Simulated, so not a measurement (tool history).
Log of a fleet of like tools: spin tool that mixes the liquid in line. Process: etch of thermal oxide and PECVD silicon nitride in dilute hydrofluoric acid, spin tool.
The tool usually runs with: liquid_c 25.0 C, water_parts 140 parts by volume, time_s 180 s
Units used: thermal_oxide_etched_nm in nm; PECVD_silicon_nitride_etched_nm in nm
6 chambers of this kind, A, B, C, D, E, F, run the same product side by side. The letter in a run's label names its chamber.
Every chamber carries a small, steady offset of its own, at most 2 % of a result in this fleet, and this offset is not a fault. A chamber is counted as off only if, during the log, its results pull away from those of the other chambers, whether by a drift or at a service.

run,hour,liquid_c,water_parts,time_s,"read-back film thickness of the thermal oxide reference wafer, read on the same gauge (nm)","read-back film thickness of the PECVD silicon nitride reference wafer, read on the same gauge (nm)",thermal_oxide_etched_nm,PECVD_silicon_nitride_etched_nm
1F,5.1,25.0,140,180,99.997,130.00,5.9172,2.9132
2D,9.9,25.0,140,180,99.997,130.00,5.8029,2.8801
3E,13.5,25.0,140,180,100.000,130.00,5.8858,2.9751
4A,20.9,25.0,140,180,99.993,130.01,5.7246,2.8861
5B,27.4,25.0,140,180,100.010,130.00,5.6975,2.9402
6C,32.2,25.0,140,110,100.020,129.98,3.5217,1.7734
7E,39.3,25.0,140,110,99.977,129.99,3.5367,1.7815
8F,45.2,25.0,140,110,100.030,130.02,3.5495,1.7481
9C,52.9,25.0,140,110,100.010,129.99,3.5238,1.8189
10D,59.8,25.0,140,110,100.010,130.00,3.4886,1.7561
11A,66.3,25.0,140,110,99.992,130.00,3.5379,1.7539
12B,71.6,25.0,140,180,99.960,130.00,5.8459,2.8763
13D,75.0,25.0,140,180,100.050,130.01,5.7191,2.8733
14A,78.8,28.5,185,180,100.020,130.00,4.7470,2.6513
15F,83.3,28.5,185,180,99.986,130.01,4.7217,2.6896
# hour 84.5: chamber E: thermometer replaced
16E,88.1,28.5,185,180,99.985,130.00,4.7028,2.7550
17C,94.4,28.5,185,180,99.981,129.99,4.8932,2.7742
18B,99.5,28.5,185,180,99.986,130.00,4.6840,2.6966
19E,105.5,28.5,185,180,100.010,129.99,4.6957,2.7590
# hour 105.8: chamber D: hydrofluoric acid flow meter replaced
20B,112.5,25.0,140,180,99.988,130.00,5.8209,2.8954
21C,118.5,25.0,140,180,100.010,130.02,6.0324,2.9787
22F,125.5,25.0,140,180,99.999,129.99,5.7340,2.8816
23D,130.7,25.0,180,150,100.050,130.00,3.4680,1.8535
24A,138.0,25.0,180,150,100.020,130.00,3.5704,1.8741
25F,142.7,25.0,180,150,99.980,130.00,3.5602,1.8569
26D,148.4,25.0,180,150,99.996,129.97,3.4461,1.8757
27E,155.4,25.0,180,150,99.982,130.01,3.5971,1.8610
28A,161.4,25.0,180,150,100.010,130.01,3.6019,1.8760
29C,166.3,25.0,140,180,99.979,129.98,6.3010,3.1892
# hour 166.8: chamber D: thermometer replaced
30B,170.8,25.0,140,180,99.993,130.03,5.8382,2.9346
31B,174.5,25.0,140,180,99.974,130.01,5.8806,2.8278
32D,178.0,25.0,140,180,99.991,129.99,5.7208,2.9098
33F,185.6,25.0,140,180,99.999,129.98,5.8077,2.8909
34C,189.2,25.0,140,180,100.000,130.00,6.3170,3.2145
35E,196.3,25.0,185,245,99.974,130.00,5.6266,3.0019
36A,199.7,25.0,185,245,100.000,130.00,5.7031,2.9509
37C,205.2,25.0,185,245,100.020,130.01,6.3142,3.3099

Is one chamber off against the others, does the gauge drift, or is nothing wrong? If a chamber is off, say which, and what the likeliest cause is.

It is chamber C that slowly wanders off from its peers.
Cause: hydrofluoric acid flow above the setpoint (%) = 10.4.

Chamber C could run next with any of the 4 candidate recipes listed below; each alters the usual settings, and their results appear as question marks. Which one brings its results back in line with what the other chambers deliver on the usual settings?
Allowed miss from the other chambers' usual-settings mean, per result, to count as in line: thermal_oxide_etched_nm 0.1700 nm; PECVD_silicon_nitride_etched_nm 0.1300 nm
38C-1,210.8,25.0,145,170,,,?,?
38C-2,210.8,24.5,150,165,,,?,?
38C-3,210.8,25.5,130,195,,,?,?
38C-4,210.8,25.0,135,190,,,?,?

The other chambers' mean on the usual settings: thermal_oxide_etched_nm 5.7902 nm; PECVD_silicon_nitride_etched_nm 2.8893 nm
run,thermal_oxide_etched_nm,PECVD_silicon_nitride_etched_nm
38C-1,5.8421,2.9158
38C-2,5.3520,2.6521
38C-3,7.7376,3.8446
38C-4,7.0866,3.4967
The answer is 38C-1, which returns the chamber to within the allowed miss of the others.
